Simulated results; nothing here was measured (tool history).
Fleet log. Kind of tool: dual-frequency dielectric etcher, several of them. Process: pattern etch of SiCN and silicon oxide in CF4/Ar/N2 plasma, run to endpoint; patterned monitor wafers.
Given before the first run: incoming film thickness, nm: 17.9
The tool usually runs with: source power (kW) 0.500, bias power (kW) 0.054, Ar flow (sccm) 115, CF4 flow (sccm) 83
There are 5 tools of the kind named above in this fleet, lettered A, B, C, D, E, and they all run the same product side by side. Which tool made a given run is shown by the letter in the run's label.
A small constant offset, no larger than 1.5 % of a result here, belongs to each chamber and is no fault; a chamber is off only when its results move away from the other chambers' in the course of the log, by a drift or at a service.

| run | hour | source power (kW) | bias power (kW) | Ar flow (sccm) | CF4 flow (sccm) | endpoint time (s) |
|---|---|---|---|---|---|---|
| 1B | 13.2 | 0.500 | 0.054 | 115 | 83 | 20.858 |
| 2E | 22.9 | 0.500 | 0.054 | 115 | 83 | 20.782 |
| 3A | 37.2 | 0.500 | 0.054 | 115 | 83 | 20.901 |
| 4C | 51.7 | 0.500 | 0.054 | 115 | 83 | 20.633 |
| 5D | 61.6 | 0.390 | 0.062 | 115 | 83 | 24.991 |
| 6A | 70.1 | 0.390 | 0.062 | 115 | 83 | 24.966 |
| 7E | 84.1 | 0.390 | 0.062 | 115 | 83 | 24.869 |
| 8B | 93.7 | 0.390 | 0.062 | 115 | 83 | 24.737 |
| 9D | 108.0 | 0.390 | 0.062 | 115 | 83 | 24.941 |
| 10C | 116.1 | 0.500 | 0.054 | 115 | 83 | 20.502 |
|  | 121.9 | chamber D: wet clean of the chamber |
| 11C | 130.1 | 0.500 | 0.054 | 115 | 83 | 20.696 |
| 12D | 138.7 | 0.500 | 0.054 | 115 | 83 | 21.022 |
| 13A | 148.9 | 0.500 | 0.054 | 115 | 83 | 20.962 |
| 14E | 158.4 | 0.500 | 0.054 | 115 | 83 | 20.852 |
| 15B | 168.4 | 0.500 | 0.054 | 136 | 68 | 22.221 |
| 16E | 175.6 | 0.500 | 0.054 | 136 | 68 | 22.250 |
| 17B | 183.2 | 0.500 | 0.054 | 136 | 68 | 22.278 |
| 18A | 194.3 | 0.500 | 0.054 | 136 | 68 | 22.448 |
| 19C | 204.9 | 0.500 | 0.054 | 136 | 68 | 22.054 |
| 20D | 214.3 | 0.500 | 0.054 | 115 | 83 | 20.816 |
|  | 215.4 | chamber C: wet clean of the chamber |
|  | 226.0 | chamber A: bias power generator calibrated |
|  | 226.4 | chamber A: wet clean of the chamber |
| 21B | 228.4 | 0.500 | 0.054 | 115 | 83 | 21.176 |
| 22E | 240.6 | 0.500 | 0.054 | 115 | 83 | 20.861 |
|  | 245.7 | chamber D: bias power generator calibrated |
|  | 251.2 | chamber A: Ar flow controller replaced |
| 23C | 251.2 | 0.500 | 0.054 | 115 | 83 | 20.656 |
| 24A | 263.7 | 0.500 | 0.054 | 115 | 83 | 21.040 |
| 25D | 276.6 | 0.570 | 0.054 | 115 | 64 | 19.576 |
|  | 286.4 | chamber B: wet clean of the chamber |
| 26D | 292.0 | 0.570 | 0.054 | 115 | 64 | 19.512 |
|  | 300.9 | chamber B: Ar flow controller replaced |
| 27B | 301.4 | 0.570 | 0.054 | 115 | 64 | 19.720 |
| 28C | 314.0 | 0.570 | 0.054 | 115 | 64 | 19.292 |
| 29A | 324.6 | 0.570 | 0.054 | 115 | 64 | 19.503 |
|  | 337.9 | chamber A: CF4 flow controller replaced |
| 30E | 339.1 | 0.500 | 0.054 | 115 | 83 | 20.688 |
| 31E | 350.5 | 0.500 | 0.054 | 115 | 83 | 20.785 |
|  | 351.8 | chamber B: CF4 flow controller replaced |
| 32B | 358.4 | 0.500 | 0.054 | 115 | 83 | 21.306 |
| 33C | 369.1 | 0.500 | 0.054 | 115 | 83 | 20.628 |
| 34D | 383.5 | 0.500 | 0.054 | 115 | 83 | 20.940 |
| 35A | 392.7 | 0.500 | 0.054 | 115 | 83 | 20.779 |
| 36E | 408.0 | 0.390 | 0.054 | 115 | 83 | 26.207 |
| 37D | 420.0 | 0.390 | 0.054 | 115 | 83 | 26.208 |
| 38C | 426.7 | 0.390 | 0.054 | 115 | 83 | 25.605 |
| 39A | 434.3 | 0.390 | 0.054 | 115 | 83 | 26.012 |
| 40B | 447.0 | 0.390 | 0.054 | 115 | 83 | 26.970 |
| 41C | 454.4 | 0.500 | 0.054 | 115 | 83 | 20.675 |
| 42B | 462.9 | 0.500 | 0.054 | 115 | 83 | 21.631 |
| 43D | 471.6 | 0.500 | 0.062 | 142 | 83 | 20.744 |

Next, every chamber runs the same settings. What will each give?
| 44A | 482.5 | 0.500 | 0.054 | 115 | 83 | ? |
| 44B | 482.5 | 0.500 | 0.054 | 115 | 83 | ? |
| 44C | 482.5 | 0.500 | 0.054 | 115 | 83 | ? |
| 44D | 482.5 | 0.500 | 0.054 | 115 | 83 | ? |
| 44E | 482.5 | 0.500 | 0.054 | 115 | 83 | ? |

| run | endpoint time (s) |
|---|---|
| 44A | 20.731 |
| 44B | 21.674 |
| 44C | 20.643 |
| 44D | 20.981 |
| 44E | 20.666 |
